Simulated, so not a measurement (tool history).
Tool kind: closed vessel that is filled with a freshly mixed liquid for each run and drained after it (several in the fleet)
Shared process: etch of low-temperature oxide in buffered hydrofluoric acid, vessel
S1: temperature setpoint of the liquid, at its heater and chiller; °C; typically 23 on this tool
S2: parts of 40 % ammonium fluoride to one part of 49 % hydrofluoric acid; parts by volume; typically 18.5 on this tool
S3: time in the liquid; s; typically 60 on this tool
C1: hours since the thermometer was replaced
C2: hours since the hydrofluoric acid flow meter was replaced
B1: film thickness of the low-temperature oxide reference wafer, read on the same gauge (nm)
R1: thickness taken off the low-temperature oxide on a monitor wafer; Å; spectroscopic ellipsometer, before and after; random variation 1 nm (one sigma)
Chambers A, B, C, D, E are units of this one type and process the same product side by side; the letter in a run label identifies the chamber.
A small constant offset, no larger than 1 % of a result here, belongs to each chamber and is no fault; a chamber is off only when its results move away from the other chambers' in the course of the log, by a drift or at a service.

| run | day | S1 | S2 | S3 | C1 | C2 | B1 | R1 |
|---|---|---|---|---|---|---|---|---|
| 1D | 0.462 | 23 | 18.5 | 60 | 504.2 | 275.5 | 40.045 | 1514.3 |
| 2C | 0.821 | 23 | 18.5 | 60 | 197.4 | 122.5 | 40.002 | 1515.6 |
| 3B | 1.304 | 23 | 18.5 | 60 | 369.5 | 350.4 | 39.992 | 1492.1 |
| 4A | 1.679 | 23 | 18.5 | 60 | 564.5 | 730.5 | 40.009 | 1533.1 |
| 5E | 2.012 | 23 | 18.5 | 60 | 1100.4 | 192.9 | 40.004 | 1521.7 |
| 6C | 2.442 | 23 | 18.5 | 60 | 236.3 | 161.4 | 39.988 | 1519.1 |
| 7B | 2.925 | 23 | 18.5 | 60 | 408.4 | 389.3 | 39.988 | 1507.6 |
| 8D | 3.446 | 23 | 18.5 | 60 | 575.8 | 347.1 | 40.043 | 1496.0 |
| 9E | 3.912 | 23 | 18.5 | 60 | 1146.0 | 238.5 | 39.988 | 1504.2 |
| 10A | 4.383 | 23 | 18.5 | 60 | 629.4 | 795.4 | 40.047 | 1532.9 |
| 11E | 4.762 | 23 | 18.5 | 60 | 1166.4 | 258.9 | 39.942 | 1506.0 |
| 12C | 5.133 | 20 | 23.0 | 60 | 300.9 | 226.0 | 39.994 | 1068.4 |
| 13D | 5.642 | 20 | 23.0 | 60 | 628.5 | 399.8 | 39.995 | 1079.0 |
| 14A | 6.146 | 20 | 23.0 | 60 | 671.7 | 837.7 | 39.976 | 1080.5 |
|  | 6.204 | chamber A: thermometer replaced |
| 15B | 6.546 | 20 | 23.0 | 60 | 495.3 | 476.2 | 40.009 | 1077.1 |
| 16D | 7.075 | 20 | 23.0 | 60 | 662.9 | 434.2 | 40.028 | 1071.7 |
| 17C | 7.467 | 23 | 18.5 | 60 | 356.9 | 282.0 | 39.985 | 1509.6 |
| 18E | 7.888 | 23 | 18.5 | 60 | 1241.4 | 333.9 | 40.001 | 1515.1 |
| 19A | 8.338 | 23 | 18.5 | 60 | 51.2 | 890.3 | 40.021 | 1525.5 |
| 20B | 8.879 | 23 | 18.5 | 60 | 551.3 | 532.2 | 40.038 | 1484.7 |
| 21E | 9.175 | 21 | 22.5 | 60 | 1272.3 | 364.8 | 40.036 | 1152.4 |
| 22C | 9.488 | 21 | 22.5 | 60 | 405.4 | 330.5 | 40.035 | 1146.0 |
| 23D | 9.833 | 21 | 22.5 | 60 | 729.1 | 500.4 | 40.014 | 1158.0 |
| 24B | 10.308 | 21 | 22.5 | 60 | 585.6 | 566.5 | 40.019 | 1139.0 |
| 25A | 10.692 | 21 | 22.5 | 60 | 107.7 | 946.8 | 39.990 | 1170.0 |
|  | 10.850 | chamber D: hydrofluoric acid flow meter replaced |
| 26C | 11.142 | 23 | 18.5 | 60 | 445.1 | 370.2 | 40.012 | 1499.7 |
| 27B | 11.458 | 23 | 18.5 | 60 | 613.2 | 594.1 | 39.989 | 1503.0 |
| 28A | 11.883 | 23 | 18.5 | 60 | 136.3 | 975.4 | 40.019 | 1528.8 |
| 29D | 12.338 | 23 | 23.0 | 90 | 789.2 | 35.8 | 40.013 | 1919.9 |
| 30E | 12.604 | 23 | 23.0 | 90 | 1354.6 | 447.1 | 40.003 | 1906.3 |
|  | 12.892 | chamber B: hydrofluoric acid flow meter replaced |
| 31D | 12.962 | 23 | 23.0 | 90 | 804.2 | 50.8 | 39.982 | 1914.9 |
|  | 13.062 | chamber C: hydrofluoric acid flow meter replaced |
| 32B | 13.500 | 23 | 23.0 | 90 | 662.2 | 14.6 | 39.974 | 1885.9 |
| 33A | 13.962 | 23 | 23.0 | 90 | 186.2 | 1025.3 | 39.974 | 1922.8 |
| 34E | 14.379 | 23 | 18.5 | 60 | 1397.2 | 489.7 | 40.009 | 1519.3 |
| 35C | 14.629 | 23 | 18.5 | 60 | 528.8 | 37.7 | 39.962 | 1513.3 |
| 36B | 15.121 | 23 | 18.5 | 95 | 701.1 | 53.5 | 40.046 | 2382.0 |
| 37E | 15.542 | 23 | 18.5 | 95 | 1425.1 | 517.6 | 39.986 | 2388.7 |
| 38A | 15.883 | 23 | 18.5 | 95 | 232.3 | 1071.4 | 40.025 | 2441.6 |
| 39D | 16.421 | 23 | 18.5 | 95 | 887.2 | 133.8 | 40.014 | 2395.1 |
| 40C | 16.754 | 23 | 18.5 | 95 | 579.8 | 88.7 | 40.002 | 2410.6 |
| 41D | 17.062 | 23 | 18.5 | 60 | 902.6 | 149.2 | 40.062 | 1481.9 |

Predict what each chamber gives when all 5 of them run the settings below next.
| 42A | 17.458 | 23 | 21.5 | 60 |  |  |  | ? |
| 42B | 17.458 | 23 | 21.5 | 60 |  |  |  | ? |
| 42C | 17.458 | 23 | 21.5 | 60 |  |  |  | ? |
| 42D | 17.458 | 23 | 21.5 | 60 |  |  |  | ? |
| 42E | 17.458 | 23 | 21.5 | 60 |  |  |  | ? |

| run | R1 |
|---|---|
| 42A | 1331.3 |
| 42B | 1325.4 |
| 42C | 1325.2 |
| 42D | 1336.5 |
| 42E | 1327.1 |

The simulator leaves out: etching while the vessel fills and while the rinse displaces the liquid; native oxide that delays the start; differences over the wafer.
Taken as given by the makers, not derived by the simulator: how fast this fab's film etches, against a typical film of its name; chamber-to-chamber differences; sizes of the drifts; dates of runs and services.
